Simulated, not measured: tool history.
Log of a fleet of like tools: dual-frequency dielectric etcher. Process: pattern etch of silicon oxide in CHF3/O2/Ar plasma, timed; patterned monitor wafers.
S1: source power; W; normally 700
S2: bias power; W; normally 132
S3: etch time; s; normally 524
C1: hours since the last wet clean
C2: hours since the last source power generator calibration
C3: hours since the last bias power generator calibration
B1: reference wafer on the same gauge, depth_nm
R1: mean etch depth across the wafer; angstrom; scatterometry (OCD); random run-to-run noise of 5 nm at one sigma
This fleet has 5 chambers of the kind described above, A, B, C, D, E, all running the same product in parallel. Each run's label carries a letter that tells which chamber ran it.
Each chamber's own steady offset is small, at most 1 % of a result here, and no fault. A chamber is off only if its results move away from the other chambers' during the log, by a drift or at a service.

| run | hour | S1 | S2 | S3 | C1 | C2 | C3 | B1 | R1 |
|---|---|---|---|---|---|---|---|---|---|
| 1E | 8.8 | 700 | 132 | 524 | 228 | 1717.6 | 953.8 | 1178.6 | 9878.6 |
| 2D | 22.4 | 700 | 132 | 524 | 34.4 | 1647.1 | 2535.4 | 1176.2 | 9908.9 |
| 3B | 33.5 | 700 | 132 | 524 | 254.1 | 1239.1 | 4062.8 | 1176.2 | 9955.3 |
| 4A | 48.2 | 700 | 132 | 524 | 488.6 | 2930.2 | 3202.8 | 1177.5 | 9978.6 |
| 5C | 61.2 | 700 | 132 | 524 | 177.4 | 456.8 | 2719.3 | 1177.8 | 9884.1 |
|  | 68.1 | chamber A: wet clean of the chamber |
| 6D | 68.9 | 700 | 132 | 524 | 80.9 | 1693.6 | 2581.9 | 1178.5 | 9829.7 |
|  | 83.8 | chamber E: source power generator calibrated |
| 7A | 84.3 | 700 | 132 | 524 | 16.2 | 2966.3 | 3238.9 | 1177.7 | 9980.6 |
| 8E | 98.8 | 700 | 132 | 524 | 318 | 15.1 | 1043.8 | 1177 | 9894.9 |
| 9B | 112.2 | 700 | 132 | 524 | 332.8 | 1317.8 | 4141.5 | 1177.5 | 9856.8 |
| 10C | 123.8 | 700 | 132 | 524 | 240 | 519.4 | 2781.9 | 1177.6 | 9876 |
| 11B | 135.2 | 700 | 132 | 524 | 355.8 | 1340.8 | 4164.5 | 1179.5 | 9860.7 |
| 12E | 151.4 | 700 | 132 | 524 | 370.6 | 67.7 | 1096.4 | 1176.8 | 9885.2 |
| 13A | 159.4 | 700 | 132 | 524 | 91.3 | 3041.4 | 3314 | 1180.5 | 10077 |
| 14D | 167.5 | 700 | 132 | 524 | 179.5 | 1792.2 | 2680.5 | 1176.3 | 9827 |
| 15C | 179.8 | 700 | 132 | 524 | 296 | 575.4 | 2837.9 | 1177.4 | 9932.5 |
| 16A | 191 | 700 | 153 | 524 | 122.9 | 3073 | 3345.6 | 1178.4 | 10451 |
|  | 197.9 | chamber B: wet clean of the chamber |
| 17C | 199.8 | 700 | 153 | 524 | 316 | 595.4 | 2857.9 | 1179.1 | 10387 |
| 18E | 212.1 | 700 | 153 | 524 | 431.3 | 128.4 | 1157.1 | 1178.2 | 10302 |
|  | 213.4 | chamber B: bias power generator calibrated |
| 19B | 225.7 | 700 | 153 | 524 | 27.8 | 1431.3 | 12.4 | 1178.8 | 10498 |
| 20D | 242.1 | 700 | 153 | 524 | 254.1 | 1866.8 | 2755.1 | 1178.2 | 10423 |
| 21B | 254.7 | 700 | 132 | 524 | 56.8 | 1460.3 | 41.4 | 1176.6 | 9904.1 |
| 22C | 268.8 | 700 | 120 | 589 | 385 | 664.4 | 2926.9 | 1178 | 10848 |
| 23D | 280.5 | 700 | 120 | 589 | 292.5 | 1905.2 | 2793.5 | 1179.4 | 10827 |
| 24A | 292.5 | 700 | 120 | 589 | 224.4 | 3174.5 | 3447.1 | 1176.9 | 10950 |
| 25E | 302.9 | 700 | 120 | 589 | 522.1 | 219.2 | 1247.9 | 1179.5 | 10732 |
| 26C | 317 | 700 | 120 | 589 | 433.2 | 712.6 | 2975.1 | 1178.1 | 10824 |
| 27D | 333.4 | 700 | 132 | 524 | 345.4 | 1958.1 | 2846.4 | 1178.9 | 9829.4 |
| 28B | 341 | 700 | 132 | 524 | 143.1 | 1546.6 | 127.7 | 1179.2 | 9962.2 |
| 29A | 354.3 | 700 | 132 | 524 | 286.2 | 3236.3 | 3508.9 | 1177.8 | 10064 |
| 30E | 361.9 | 700 | 132 | 524 | 581.1 | 278.2 | 1306.9 | 1177.9 | 9920.7 |
| 31C | 374 | 700 | 132 | 524 | 490.2 | 769.6 | 3032.1 | 1179.4 | 9940 |
| 32E | 387.6 | 700 | 132 | 524 | 606.8 | 303.9 | 1332.6 | 1178.1 | 9840.7 |
| 33D | 403.3 | 700 | 132 | 524 | 415.3 | 2028 | 2916.3 | 1177.6 | 9851.5 |
| 34A | 414.5 | 700 | 132 | 524 | 346.4 | 3296.5 | 3569.1 | 1177.6 | 10018 |
| 35B | 427.7 | 700 | 132 | 524 | 229.8 | 1633.3 | 214.4 | 1178.8 | 9895.8 |
| 36D | 439.4 | 700 | 132 | 524 | 451.4 | 2064.1 | 2952.4 | 1178.2 | 9886.6 |
| 37C | 449.8 | 700 | 132 | 524 | 566 | 845.4 | 3107.9 | 1178.8 | 9974.1 |
| 38B | 465.3 | 700 | 132 | 524 | 267.4 | 1670.9 | 252 | 1178.9 | 9927 |
| 39A | 474.3 | 700 | 132 | 524 | 406.2 | 3356.3 | 3628.9 | 1176 | 10013 |

Does one chamber stand apart from the rest, does the shared gauge drift, or is all well apart from small per-chamber offsets? Give the chamber and the most likely cause, where there is one.

Beyond each chamber's small constant offset nothing stands out, and the gauge stays steady.

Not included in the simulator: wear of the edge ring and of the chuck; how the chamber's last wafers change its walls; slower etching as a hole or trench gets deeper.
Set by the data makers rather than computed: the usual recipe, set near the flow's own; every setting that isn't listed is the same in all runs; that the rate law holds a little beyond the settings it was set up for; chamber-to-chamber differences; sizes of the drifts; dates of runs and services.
